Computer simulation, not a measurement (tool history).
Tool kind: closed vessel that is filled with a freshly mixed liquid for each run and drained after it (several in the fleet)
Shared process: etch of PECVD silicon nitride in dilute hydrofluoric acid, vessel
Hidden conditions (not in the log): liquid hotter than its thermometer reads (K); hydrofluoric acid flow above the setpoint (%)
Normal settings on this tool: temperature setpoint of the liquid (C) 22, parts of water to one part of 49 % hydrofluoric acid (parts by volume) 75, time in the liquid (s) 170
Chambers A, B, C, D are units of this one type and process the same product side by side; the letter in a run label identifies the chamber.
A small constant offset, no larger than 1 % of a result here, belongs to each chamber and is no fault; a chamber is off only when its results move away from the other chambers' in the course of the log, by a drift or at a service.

run   hour  temperature setpoint of the liquid (C)  parts of water to one part of 49 % hydrofluoric acid (parts by volume)  time in the liquid (s)  hours since the thermometer was replaced  hours since the hydrofluoric acid flow meter was replaced  read-back film thickness of the PECVD silicon nitride reference wafer, read on the same gauge (nm)  thickness taken off the PECVD silicon nitride on a monitor wafer (nm)
 1B    3.6                                      22                                                                      75                     170                                     720.1                                                      903.5                                                                                              119.99                                                                 7.0083
 2D    7.7                                      22                                                                      75                     170                                     215.2                                                       1880                                                                                              120.01                                                                  7.076
 3A   12.8                                      22                                                                      75                     170                                    1603.4                                                      690.4                                                                                              119.98                                                                 6.9921
 4C   15.6                                      22                                                                      75                     170                                    1721.3                                                      118.9                                                                                                 120                                                                 7.0461
 5C   21.6                                      22                                                                      75                     170                                    1727.3                                                      124.9                                                                                              119.99                                                                 7.0863
 6B   26.8                                      22                                                                      75                     170                                     743.3                                                      926.7                                                                                              120.02                                                                 6.9387
 7A     32                                      22                                                                      75                     170                                    1622.6                                                      709.6                                                                                              119.98                                                                 6.9641
 8D   35.5                                      22                                                                      75                     170                                       243                                                     1907.8                                                                                                 120                                                                 7.0123
 9B   41.7                                      22                                                                      75                     170                                     758.2                                                      941.6                                                                                              120.01                                                                 6.9518
10A     46                                      22                                                                      75                     170                                    1636.6                                                      723.6                                                                                              120.02                                                                 7.0769
11C   51.8                                      22                                                                      75                     170                                    1757.5                                                      155.1                                                                                                 120                                                                  6.986
12D   56.3                                      22                                                                      75                     170                                     263.8                                                     1928.6                                                                                                 120                                                                 7.1367
13C   59.6                                      22                                                                      75                     170                                    1765.3                                                      162.9                                                                                              119.99                                                                 7.0332
14B   62.5                                      22                                                                      75                     170                                       779                                                      962.4                                                                                              119.98                                                                 7.0232
15D   68.4                                      22                                                                      75                     170                                     275.9                                                     1940.7                                                                                              119.99                                                                 7.0099
16A   73.5                                      22                                                                      75                     170                                    1664.1                                                      751.1                                                                                                 120                                                                 7.0336
17B   76.5                                      22                                                                      75                     170                                       793                                                      976.4                                                                                              119.99                                                                 7.0161
18D   81.2                                      22                                                                      75                     170                                     288.7                                                     1953.5                                                                                              120.01                                                                 7.0238
19C   84.3                                      22                                                                      75                     170                                      1790                                                      187.6                                                                                                 120                                                                 7.0719
      86.6  -- chamber D: hydrofluoric acid flow meter replaced
20A     87                                      24                                                                      75                     170                                    1677.6                                                      764.6                                                                                              120.01                                                                 8.0486
21A   92.2                                      24                                                                      75                     170                                    1682.8                                                      769.8                                                                                                 120                                                                   8.07
22D   96.2                                      24                                                                      75                     170                                     303.7                                                        9.7                                                                                                 120                                                                 8.0301
23C   99.8                                      24                                                                      75                     170                                    1805.5                                                      203.1                                                                                              120.04                                                                 8.0692
24B    103                                      22                                                                      75                     170                                     819.5                                                     1002.9                                                                                              120.01                                                                 7.1658
25C    106                                      22                                                                      75                     170                                    1811.7                                                      209.3                                                                                                 120                                                                 7.0237
26B  111.1                                      22                                                                      75                     170                                     827.6                                                       1011                                                                                              120.02                                                                 7.1307
     113.8  -- chamber B: hydrofluoric acid flow meter replaced
27D  115.8                                      22                                                                      75                     170                                     323.3                                                       29.3                                                                                                 120                                                                 6.9742
28A  121.2                                      22                                                                      75                     170                                    1711.8                                                      798.8                                                                                                 120                                                                 6.9618
29A  125.5                                      22                                                                      75                     170                                    1716.1                                                      803.1                                                                                              120.02                                                                 7.0164
30B  129.2                                      22                                                                      75                     170                                     845.7                                                       15.5                                                                                                 120                                                                 7.1689
31D  135.3                                      22                                                                      75                     170                                     342.8                                                       48.8                                                                                              119.98                                                                 6.9954
32C  139.4                                      22                                                                      75                     170                                    1845.1                                                      242.7                                                                                              120.01                                                                  7.035
33D  142.5                                      22                                                                      75                     170                                       350                                                         56                                                                                              119.99                                                                 7.0079
34B  147.9                                      22                                                                      75                     170                                     864.4                                                       34.2                                                                                              119.98                                                                 7.1943
35C  150.7                                      18                                                                      75                     170                                    1856.4                                                        254                                                                                                 120                                                                 5.3817
36A  155.9                                      18                                                                      75                     170                                    1746.5                                                      833.5                                                                                              119.99                                                                 5.3298
37B  160.1                                      18                                                                      75                     170                                     876.6                                                       46.4                                                                                                 120                                                                 5.5844

All 4 chambers run these settings next. Forecast each chamber's results:
38A  164.6                                      22                                                                      75                     100                                                                                                                                                                                                                                                                               ?
38B  164.6                                      22                                                                      75                     100                                                                                                                                                                                                                                                                               ?
38C  164.6                                      22                                                                      75                     100                                                                                                                                                                                                                                                                               ?
38D  164.6                                      22                                                                      75                     100                                                                                                                                                                                                                                                                               ?

run  thickness taken off the PECVD silicon nitride on a monitor wafer (nm)
38A                                                                 4.1003
38B                                                                 4.2318
38C                                                                 4.1194
38D                                                                 4.1417

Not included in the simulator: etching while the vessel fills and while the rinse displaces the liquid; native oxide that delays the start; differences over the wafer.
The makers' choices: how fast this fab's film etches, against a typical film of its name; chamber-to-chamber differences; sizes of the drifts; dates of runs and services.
